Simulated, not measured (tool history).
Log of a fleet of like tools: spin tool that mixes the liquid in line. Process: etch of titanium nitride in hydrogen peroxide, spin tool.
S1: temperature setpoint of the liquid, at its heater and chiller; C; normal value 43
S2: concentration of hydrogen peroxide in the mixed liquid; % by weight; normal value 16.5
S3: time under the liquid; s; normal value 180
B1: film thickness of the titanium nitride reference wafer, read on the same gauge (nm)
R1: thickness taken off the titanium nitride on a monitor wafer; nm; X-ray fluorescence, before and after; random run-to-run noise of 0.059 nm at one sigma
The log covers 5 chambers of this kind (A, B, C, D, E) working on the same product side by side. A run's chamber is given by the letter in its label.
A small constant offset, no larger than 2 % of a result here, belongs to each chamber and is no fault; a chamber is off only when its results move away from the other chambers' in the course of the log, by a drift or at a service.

run 1A hour=10.3 | S1=43 S2=16.5 S3=180 | B1=150 | R1=7.7516
run 2D hour=21.3 | S1=43 S2=16.5 S3=180 | B1=150.01 | R1=7.4878
-- hour=30.4 chamber B: thermometer replaced
run 3E hour=33.2 | S1=43 S2=16.5 S3=180 | B1=149.97 | R1=7.604
run 4B hour=41.3 | S1=43 S2=16.5 S3=180 | B1=149.98 | R1=7.551
run 5C hour=53.2 | S1=43 S2=16.5 S3=180 | B1=150 | R1=7.6658
run 6A hour=66 | S1=43 S2=16.5 S3=180 | B1=149.98 | R1=7.7859
run 7E hour=74.6 | S1=43 S2=16.5 S3=180 | B1=150.01 | R1=7.5949
-- hour=74.9 chamber D: new drum of peroxide connected
run 8C hour=86.1 | S1=43 S2=16.5 S3=180 | B1=150.01 | R1=7.6049
run 9B hour=92.3 | S1=43 S2=16.5 S3=180 | B1=149.99 | R1=7.5788
-- hour=95.1 chamber C: new drum of peroxide connected
run 10D hour=101 | S1=43 S2=16.5 S3=180 | B1=149.99 | R1=7.6868
run 11A hour=106.9 | S1=43 S2=16.5 S3=180 | B1=149.98 | R1=7.8175
-- hour=107.8 chamber A: thermometer replaced
run 12E hour=119.3 | S1=43 S2=16.5 S3=180 | B1=149.99 | R1=7.5847
run 13B hour=126.5 | S1=43 S2=16.5 S3=180 | B1=149.98 | R1=7.6294
run 14C hour=136.7 | S1=43 S2=16.5 S3=180 | B1=149.99 | R1=7.5997
-- hour=143 chamber A: peroxide flow meter replaced
run 15D hour=145.3 | S1=43 S2=16.5 S3=180 | B1=149.99 | R1=7.6774
run 16B hour=156.5 | S1=43 S2=16.5 S3=180 | B1=150 | R1=7.5625
run 17E hour=163 | S1=43 S2=16.5 S3=280 | B1=150.02 | R1=11.766
run 18D hour=170.1 | S1=43 S2=16.5 S3=280 | B1=149.99 | R1=12.036
run 19A hour=182.6 | S1=43 S2=16.5 S3=280 | B1=149.99 | R1=12.259
run 20C hour=190.3 | S1=43 S2=16.5 S3=280 | B1=150.01 | R1=11.825
-- hour=190.5 chamber E: peroxide flow meter replaced
run 21C hour=202.9 | S1=43 S2=16.5 S3=280 | B1=150.01 | R1=11.723
run 22B hour=210.3 | S1=43 S2=16.5 S3=180 | B1=150 | R1=7.6925
run 23E hour=219.4 | S1=50 S2=21 S3=180 | B1=149.98 | R1=13.359
run 24D hour=228.6 | S1=50 S2=21 S3=180 | B1=149.99 | R1=13.5
run 25A hour=240.4 | S1=50 S2=21 S3=180 | B1=150 | R1=13.537
run 26D hour=251.2 | S1=50 S2=21 S3=180 | B1=150.01 | R1=13.466
run 27C hour=257.7 | S1=50 S2=21 S3=180 | B1=150 | R1=13.44
run 28E hour=263.2 | S1=43 S2=19 S3=180 | B1=150.01 | R1=7.7332
-- hour=271 chamber C: thermometer replaced
run 29A hour=275.6 | S1=43 S2=19 S3=180 | B1=149.99 | R1=7.9188
run 30B hour=286.5 | S1=43 S2=19 S3=180 | B1=150 | R1=7.849
run 31C hour=293.2 | S1=43 S2=19 S3=180 | B1=150 | R1=7.826
-- hour=298.2 chamber A: new drum of peroxide connected
run 32B hour=299.6 | S1=43 S2=19 S3=180 | B1=150.02 | R1=7.7223
-- hour=309.6 chamber E: thermometer replaced
run 33A hour=311.7 | S1=43 S2=16.5 S3=180 | B1=150.01 | R1=7.6347
run 34D hour=320.2 | S1=43 S2=16.5 S3=180 | B1=149.99 | R1=7.6824
run 35E hour=329.6 | S1=43 S2=16.5 S3=180 | B1=150 | R1=7.6412
run 36C hour=336 | S1=43 S2=16.5 S3=180 | B1=149.99 | R1=7.581
run 37A hour=344.1 | S1=43 S2=16.5 S3=180 | B1=150 | R1=7.7987
run 38D hour=350.9 | S1=43 S2=16.5 S3=180 | B1=150 | R1=7.6438
run 39B hour=358.7 | S1=43 S2=14 S3=270 | B1=149.99 | R1=10.944
run 40E hour=367.1 | S1=43 S2=14 S3=270 | B1=150.01 | R1=11.164
run 41B hour=374.1 | S1=43 S2=14 S3=270 | B1=150.02 | R1=11.059
run 42D hour=384.5 | S1=43 S2=14 S3=270 | B1=149.98 | R1=11.073
run 43E hour=397.2 | S1=43 S2=14 S3=270 | B1=150 | R1=10.98

Next, every chamber runs the same settings. What will each give?
run 44A hour=406.4 | S1=43 S2=16.5 S3=180 | R1=?
run 44B hour=406.4 | S1=43 S2=16.5 S3=180 | R1=?
run 44C hour=406.4 | S1=43 S2=16.5 S3=180 | R1=?
run 44D hour=406.4 | S1=43 S2=16.5 S3=180 | R1=?
run 44E hour=406.4 | S1=43 S2=16.5 S3=180 | R1=?

run=44A R1=7.7638
run=44B R1=7.5287
run=44C R1=7.506
run=44D R1=7.6328
run=44E R1=7.6939

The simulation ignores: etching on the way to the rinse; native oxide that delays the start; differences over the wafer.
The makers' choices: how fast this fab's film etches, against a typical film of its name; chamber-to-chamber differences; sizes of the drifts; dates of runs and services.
